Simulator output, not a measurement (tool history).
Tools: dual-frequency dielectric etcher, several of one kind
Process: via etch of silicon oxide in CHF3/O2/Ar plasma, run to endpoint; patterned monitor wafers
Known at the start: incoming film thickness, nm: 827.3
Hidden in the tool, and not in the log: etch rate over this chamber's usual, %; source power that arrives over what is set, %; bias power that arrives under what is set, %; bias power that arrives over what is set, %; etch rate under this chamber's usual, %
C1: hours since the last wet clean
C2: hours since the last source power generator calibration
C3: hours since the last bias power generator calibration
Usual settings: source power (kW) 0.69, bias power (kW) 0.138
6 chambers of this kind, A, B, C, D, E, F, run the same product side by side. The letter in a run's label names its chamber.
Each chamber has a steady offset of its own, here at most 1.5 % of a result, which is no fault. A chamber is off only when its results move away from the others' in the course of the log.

At hour 1: chamber E: wet clean of the chamber.
At hour 5.2: chamber B: bias power generator calibrated.
At hour 6.4: chamber B: wet clean of the chamber.
Run 1D, hour 8.8: usual settings; C1 60.6; C2 1111.8; C3 2605.4. Result: endpoint time (s) 435.25.
Run 2C, hour 16.4: usual settings; C1 576.2; C2 902.5; C3 3569.6. Result: endpoint time (s) 433.98.
Run 3F, hour 30.5: usual settings; C1 277.8; C2 1132.7; C3 1532.8. Result: endpoint time (s) 428.08.
Run 4A, hour 44.6: usual settings; C1 365.3; C2 2518.4; C3 3480.4. Result: endpoint time (s) 431.69.
Run 5E, hour 55: usual settings but source power (kW) 0.58; C1 54.1; C2 3800; C3 3379.5. Result: endpoint time (s) 465.87.
Run 6B, hour 63.7: usual settings but source power (kW) 0.58; C1 57.4; C2 2157.4; C3 58.6. Result: endpoint time (s) 464.54.
Run 7A, hour 76.7: usual settings but source power (kW) 0.58; C1 397.4; C2 2550.5; C3 3512.5. Result: endpoint time (s) 467.28.
At hour 83.1: chamber C: wet clean of the chamber.
Run 8E, hour 89.2: usual settings but source power (kW) 0.58; C1 88.3; C2 3834.2; C3 3413.7. Result: endpoint time (s) 462.87.
Run 9D, hour 102.8: usual settings but source power (kW) 0.58; C1 154.6; C2 1205.8; C3 2699.4. Result: endpoint time (s) 469.9.
Run 10F, hour 117: usual settings but source power (kW) 0.58; C1 364.3; C2 1219.2; C3 1619.3. Result: endpoint time (s) 457.37.
At hour 119.5: chamber A: wet clean of the chamber.
Run 11C, hour 132.3: usual settings; C1 49.2; C2 1018.4; C3 3685.5. Result: endpoint time (s) 433.69.
Run 12B, hour 142.5: usual settings; C1 136.2; C2 2236.2; C3 137.4. Result: endpoint time (s) 436.15.
At hour 155.5: chamber A: source power generator calibrated.
Run 13E, hour 157.3: usual settings but source power (kW) 0.55, bias power (kW) 0.114; C1 156.4; C2 3902.3; C3 3481.8. Result: endpoint time (s) 503.99.
Run 14A, hour 166.3: usual settings but source power (kW) 0.55, bias power (kW) 0.114; C1 46.8; C2 10.8; C3 3602.1. Result: endpoint time (s) 502.31.
Run 15F, hour 179.3: usual settings but source power (kW) 0.55, bias power (kW) 0.114; C1 426.6; C2 1281.5; C3 1681.6. Result: endpoint time (s) 495.75.
Run 16D, hour 189.6: usual settings but source power (kW) 0.55, bias power (kW) 0.114; C1 241.4; C2 1292.6; C3 2786.2. Result: endpoint time (s) 504.58.
Run 17B, hour 203.7: usual settings but source power (kW) 0.55, bias power (kW) 0.114; C1 197.4; C2 2297.4; C3 198.6. Result: endpoint time (s) 504.09.
Run 18C, hour 217.5: usual settings but source power (kW) 0.55, bias power (kW) 0.114; C1 134.4; C2 1103.6; C3 3770.7. Result: endpoint time (s) 499.29.
Run 19A, hour 225.5: usual settings; C1 106; C2 70; C3 3661.3. Result: endpoint time (s) 432.44.
At hour 228.8: chamber F: wet clean of the chamber.
Run 20E, hour 240.9: usual settings; C1 240; C2 3985.9; C3 3565.4. Result: endpoint time (s) 431.67.
Run 21B, hour 256: usual settings; C1 249.7; C2 2349.7; C3 250.9. Result: endpoint time (s) 432.75.
Run 22F, hour 269.8: usual settings; C1 41; C2 1372; C3 1772.1. Result: endpoint time (s) 418.55.
Run 23D, hour 285.1: usual settings but bias power (kW) 0.15; C1 336.9; C2 1388.1; C3 2881.7. Result: endpoint time (s) 428.91.
At hour 299.3: chamber D: source power generator calibrated.
Run 24C, hour 300.7: usual settings but bias power (kW) 0.15; C1 217.6; C2 1186.8; C3 3853.9. Result: endpoint time (s) 422.39.
Run 25E, hour 311.7: usual settings but bias power (kW) 0.15; C1 310.8; C2 4056.7; C3 3636.2. Result: endpoint time (s) 427.
Run 26C, hour 321.3: usual settings but bias power (kW) 0.15; C1 238.2; C2 1207.4; C3 3874.5. Result: endpoint time (s) 417.79.
Run 27A, hour 332.7: usual settings but bias power (kW) 0.15; C1 213.2; C2 177.2; C3 3768.5. Result: endpoint time (s) 419.28.
Run 28F, hour 340.7: usual settings but bias power (kW) 0.15; C1 111.9; C2 1442.9; C3 1843. Result: endpoint time (s) 404.81.
Run 29B, hour 356.3: usual settings but bias power (kW) 0.113; C1 350; C2 2450; C3 351.2. Result: endpoint time (s) 461.96.
Run 30D, hour 368.5: usual settings but bias power (kW) 0.113; C1 420.3; C2 69.2; C3 2965.1. Result: endpoint time (s) 464.04.
Run 31C, hour 381.3: usual settings but bias power (kW) 0.113; C1 298.2; C2 1267.4; C3 3934.5. Result: endpoint time (s) 460.97.
Run 32F, hour 391.9: usual settings but bias power (kW) 0.113; C1 163.1; C2 1494.1; C3 1894.2. Result: endpoint time (s) 444.39.
Run 33E, hour 407.3: usual settings but bias power (kW) 0.113; C1 406.4; C2 4152.3; C3 3731.8. Result: endpoint time (s) 462.4.
At hour 411.8: chamber B: wet clean of the chamber.
Run 34B, hour 421.8: usual settings but bias power (kW) 0.113; C1 10; C2 2515.5; C3 416.7. Result: endpoint time (s) 462.92.
Run 35A, hour 430: usual settings but source power (kW) 0.75; C1 310.5; C2 274.5; C3 3865.8. Result: endpoint time (s) 423.65.
Run 36D, hour 438.1: usual settings but source power (kW) 0.75; C1 489.9; C2 138.8; C3 3034.7. Result: endpoint time (s) 425.04.
Run 37B, hour 445.5: usual settings but source power (kW) 0.75; C1 33.7; C2 2539.2; C3 440.4. Result: endpoint time (s) 421.98.

What goes on in this fleet: one chamber off, a drifting gauge, or nothing beyond the chambers' own small offsets? Name the chamber and the cause, if any.

A service left chamber F off against the others.
Cause: etch rate over this chamber's usual, % = 3.73.

Here are 4 candidates for chamber F's next run, each the usual settings with a change, their results left as question marks. Which one brings its results back in line with what the others give on the usual settings?
In line means no further than this from the other chambers' mean on the usual settings: endpoint time (s) 11
Run 38F-1, hour 456.9: usual settings but source power (kW) 0.59, bias power (kW) 0.122. Result: endpoint time (s) ?.
Run 38F-2, hour 456.9: usual settings but source power (kW) 0.86. Result: endpoint time (s) ?.
Run 38F-3, hour 456.9: usual settings but source power (kW) 0.74, bias power (kW) 0.146. Result: endpoint time (s) ?.
Run 38F-4, hour 456.9: usual settings but source power (kW) 0.6. Result: endpoint time (s) ?.

The other chambers' mean on the usual settings: endpoint time (s) 434.09
  run  endpoint time (s)
38F-1             454.05
38F-2             378.13
38F-3             393.75
38F-4             434.25
38F-4 brings the chamber back in line.
